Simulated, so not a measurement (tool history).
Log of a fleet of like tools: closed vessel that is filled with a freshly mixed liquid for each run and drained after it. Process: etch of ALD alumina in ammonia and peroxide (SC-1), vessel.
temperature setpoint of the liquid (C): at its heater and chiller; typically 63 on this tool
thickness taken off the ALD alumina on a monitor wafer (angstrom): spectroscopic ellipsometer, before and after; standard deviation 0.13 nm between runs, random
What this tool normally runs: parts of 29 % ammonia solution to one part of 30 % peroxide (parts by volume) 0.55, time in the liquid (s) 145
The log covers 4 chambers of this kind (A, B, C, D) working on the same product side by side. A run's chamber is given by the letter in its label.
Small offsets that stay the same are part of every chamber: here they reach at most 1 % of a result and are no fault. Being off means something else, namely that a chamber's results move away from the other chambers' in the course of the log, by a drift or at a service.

run,hour,temperature setpoint of the liquid (C),parts of 29 % ammonia solution to one part of 30 % peroxide (parts by volume),time in the liquid (s),hours since the thermometer was replaced,hours since the ammonia flow meter was replaced,hours since the drum of ammonia solution was connected,"read-back film thickness of the ALD alumina reference wafer, read on the same gauge (nm)",thickness taken off the ALD alumina on a monitor wafer (angstrom)
1A,8.8,63,0.55,145,749.3,480.1,201.7,140.01,169.02
2B,15.6,63,0.55,145,241.9,1210.6,78.8,140.00,169.64
3D,25.6,63,0.55,145,2274.4,523.4,344.6,139.97,169.58
4C,30.8,63,0.55,145,195.1,377.1,141.9,139.98,168.09
5B,40.1,63,0.55,145,266.4,1235.1,103.3,140.00,168.14
6C,47.8,63,0.55,145,212.1,394.1,158.9,140.00,167.91
7D,58.1,63,0.55,145,2306.9,555.9,377.1,140.02,167.70
8A,65.2,63,0.55,145,805.7,536.5,258.1,140.01,172.63
9C,74.9,63,0.55,145,239.2,421.2,186.0,140.01,168.12
10B,80.3,63,0.55,145,306.6,1275.3,143.5,139.99,169.20
11A,89.0,67,0.55,205,829.5,560.3,281.9,139.99,299.87
12D,95.0,67,0.55,205,2343.8,592.8,414.0,140.00,290.79
13C,102.3,67,0.55,205,266.6,448.6,213.4,139.98,290.50
14A,111.9,67,0.55,205,852.4,583.2,304.8,139.99,304.53
15B,122.5,63,0.55,145,348.8,1317.5,185.7,139.99,170.49
# hour 129.2: chamber B: ammonia flow meter replaced
16D,129.8,63,0.55,145,2378.6,627.6,448.8,140.01,166.70
17D,137.2,63,0.55,145,2386.0,635.0,456.2,140.02,170.12
18B,145.3,63,0.55,145,371.6,16.1,208.5,139.99,169.88
19C,152.1,63,0.55,145,316.4,498.4,263.2,139.98,166.73
# hour 159.8: chamber B: new drum of ammonia solution connected
20A,162.5,63,0.55,145,903.0,633.8,355.4,140.01,179.48
21D,167.1,63,0.55,145,2415.9,664.9,486.1,139.99,167.73
22C,172.0,63,0.55,145,336.3,518.3,283.1,140.02,168.00
23A,179.4,63,0.55,145,919.9,650.7,372.3,140.01,181.27
24B,188.2,63,0.55,145,414.5,59.0,28.4,139.99,168.03
25B,196.3,63,0.55,145,422.6,67.1,36.5,140.02,169.29
26C,202.4,63,0.55,145,366.7,548.7,313.5,140.00,166.41
27A,211.6,63,0.55,145,952.1,682.9,404.5,139.99,182.03

Predict what each chamber gives when all 4 of them run the settings below next.
28A,219.3,63,0.65,145,,,,,?
28B,219.3,63,0.65,145,,,,,?
28C,219.3,63,0.65,145,,,,,?
28D,219.3,63,0.65,145,,,,,?

run,thickness taken off the ALD alumina on a monitor wafer (angstrom)
28A,186.84
28B,171.40
28C,171.60
28D,171.03
